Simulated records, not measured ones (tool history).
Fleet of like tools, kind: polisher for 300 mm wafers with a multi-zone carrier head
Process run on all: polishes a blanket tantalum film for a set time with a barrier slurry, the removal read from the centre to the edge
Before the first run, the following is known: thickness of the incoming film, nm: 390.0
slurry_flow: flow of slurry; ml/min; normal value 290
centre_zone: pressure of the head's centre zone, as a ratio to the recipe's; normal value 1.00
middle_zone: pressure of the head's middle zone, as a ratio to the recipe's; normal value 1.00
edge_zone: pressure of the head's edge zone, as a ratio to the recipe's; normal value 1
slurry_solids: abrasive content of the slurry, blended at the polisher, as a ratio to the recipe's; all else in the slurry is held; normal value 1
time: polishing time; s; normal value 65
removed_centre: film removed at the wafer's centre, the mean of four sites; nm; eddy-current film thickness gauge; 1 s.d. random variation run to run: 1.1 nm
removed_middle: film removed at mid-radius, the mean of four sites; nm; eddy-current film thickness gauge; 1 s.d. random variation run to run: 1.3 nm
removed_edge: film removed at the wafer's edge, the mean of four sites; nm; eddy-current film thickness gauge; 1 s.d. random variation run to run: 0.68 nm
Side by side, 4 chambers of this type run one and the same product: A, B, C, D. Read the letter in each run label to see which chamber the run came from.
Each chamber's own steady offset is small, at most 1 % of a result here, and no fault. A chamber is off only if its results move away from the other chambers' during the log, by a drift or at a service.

run   hour  slurry_flow  centre_zone  middle_zone  edge_zone  slurry_solids  time  wafers polished on this pad  hours since the slurry nozzle was cleaned  hours since the centre zone pressure was calibrated  hours since the edge zone pressure was calibrated  removed_centre  removed_middle  removed_edge
 1B    8.5          290         1.00         1.00          1              1    65                          290                                      305.4                                                330.8                                              109.4          88.417          86.420        89.557
      20.2  -- chamber A: worn pad replaced by a new one
 2D   21.1          290         1.00         1.00          1              1    65                          233                                       57.7                                                501.1                                              378.5          87.228          86.354        88.370
 3A   27.2          290         1.00         1.00          1              1    65                           45                                      397.9                                               1001.2                                              474.7          87.981          87.260        89.536
 4C   35.9          290         1.00         1.00          1              1    65                          300                                      121.4                                                180.0                                              683.6          86.880          89.891        86.857
 5C   42.7          290         1.00         1.00          1              1    65                          344                                      128.2                                                186.8                                              690.4          85.455          88.544        86.932
 6A   56.1          290         0.93         1.00          1              1    53                          231                                      426.8                                               1030.1                                              503.6          66.440          71.982        72.610
      62.0  -- chamber B: worn pad replaced by a new one
 7B   63.8          290         0.93         1.00          1              1    53                           11                                      360.7                                                386.1                                              164.7          64.627          71.338        72.324
 8D   77.1          290         0.93         1.00          1              1    53                          594                                      113.7                                                557.1                                              434.5          67.023          70.945        71.615
 9A   86.6          290         0.93         1.00          1              1    53                          428                                      457.3                                               1060.6                                              534.1          65.779          69.142        71.869
10C   93.7          290         1.00         1.00          1              1    65                          672                                      179.2                                                237.8                                              741.4          88.818          87.351        87.919
      97.9  -- chamber A: centre zone pressure recalibrated
11D  101.5          290         1.00         1.00          1              1    65                          751                                      138.1                                                581.5                                              458.9          88.604          87.314        87.158
12B  113.3          290         1.00         1.00          1              1    65                          330                                      410.2                                                435.6                                              214.2          84.915          87.727        88.977
13B  120.4          290         1.00         1.00          1              1    65                          376                                      417.3                                                442.7                                              221.3          87.273          86.366        87.441
     126.7  -- chamber A: worn pad replaced by a new one
14A  128.3          290         1.07         1.04          1              1    65                           10                                      499.0                                                 30.4                                              575.8          96.084          89.149        87.990
15D  141.3          290         1.07         1.04          1              1    65                         1007                                      177.9                                                621.3                                              498.7          93.787          90.499        86.729
16C  151.3          290         1.07         1.04          1              1    65                         1044                                      236.8                                                295.4                                              799.0          93.340          91.574        88.934
17A  162.1          290         1.07         1.04          1              1    65                          228                                      532.8                                                 64.2                                              609.6          95.320          88.091        87.648
18C  168.0          290         1.00         1.00          1              1    65                         1151                                      253.5                                                312.1                                              815.7          86.341          88.034        88.064
19D  176.6          290         1.00         1.00          1              1    65                         1235                                      213.2                                                656.6                                              534.0          85.305          84.491        85.318
     180.3  -- chamber B: worn pad replaced by a new one
20B  187.9          290         1.00         1.00          1              1    65                           49                                      484.8                                                510.2                                              288.8          86.921          86.452        88.701
21D  195.9          290         1.00         1.00          1              1    65                         1359                                      232.5                                                675.9                                              553.3          84.149          83.406        84.086
22A  208.9          290         1.00         1.00          1              1    65                          530                                      579.6                                                111.0                                              656.4          87.952          87.404        87.746
     216.2  -- chamber B: slurry nozzle cleaned
     220.8  -- chamber C: worn pad replaced by a new one
23B  222.1          290         1.00         1.00          1              1    65                          269                                        5.9                                                544.4                                              323.0          88.172          86.510        88.273
24C  233.2          290         1.00         1.00          1              1    65                           80                                      318.7                                                377.3                                              880.9          87.608          90.867        86.754
     237.6  -- chamber A: worn pad replaced by a new one
25A  242.9          290         1.00         1.12          1              1    65                           34                                      613.6                                                145.0                                              690.4          89.598          95.762        88.835
26B  252.3          290         1.00         1.12          1              1    65                          464                                       36.1                                                574.6                                              353.2          85.394          98.623        87.748
27C  265.4          290         1.00         1.12          1              1    65                          287                                      350.9                                                409.5                                              913.1          87.768         100.230        86.247
28D  275.4          290         1.00         1.12          1              1    65                         1872                                      312.0                                                755.4                                              632.8          83.821          90.385        81.322
     277.1  -- chamber B: worn pad replaced by a new one
     279.8  -- chamber D: edge zone pressure recalibrated
29B  283.7          290         1.00         1.00          1              1    65                           42                                       67.5                                                606.0                                              384.6          86.313          88.633        89.029
30D  295.0          290         1.00         1.00          1              1    65                         1998                                      331.6                                                775.0                                               15.2          82.459          81.920        81.676

Does one chamber stand apart from the rest, does the shared gauge drift, or is all well apart from small per-chamber offsets? Give the chamber and the most likely cause, where there is one.

It is chamber D that slowly wanders off from its peers.
Cause: removal rate lost through wear of the pad, % = 7.72.

Below are 4 candidate recipes for chamber D's next run, each the usual settings with a change, their results shown as question marks. Which of them brings D's results back in line with what the other chambers give on the usual settings?
In-line tolerance around the mean of the other chambers on the usual settings: removed_centre 4.000 nm; removed_middle 4.500 nm; removed_edge 2.400 nm
31D-1  304.7          290         1.01         0.99       0.99              1    60                                                                                                                                                                                               ?               ?             ?
31D-2  304.7          290         0.99         1.01       1.01              1    70                                                                                                                                                                                               ?               ?             ?
31D-3  304.7          290         0.98         1.01       1.01              1    73                                                                                                                                                                                               ?               ?             ?
31D-4  304.7          290         1.02         0.99       0.99              1    57                                                                                                                                                                                               ?               ?             ?

On the usual settings, the other chambers give on average: removed_centre 87.269 nm; removed_middle 87.993 nm; removed_edge 88.235 nm
  run  removed_centre  removed_middle  removed_edge
31D-1          76.213          74.005        74.933
31D-2          87.031          87.938        88.316
31D-3          89.771          91.712        92.101
31D-4          73.175          70.300        71.187
31D-2 puts the chamber back in line with the other chambers.
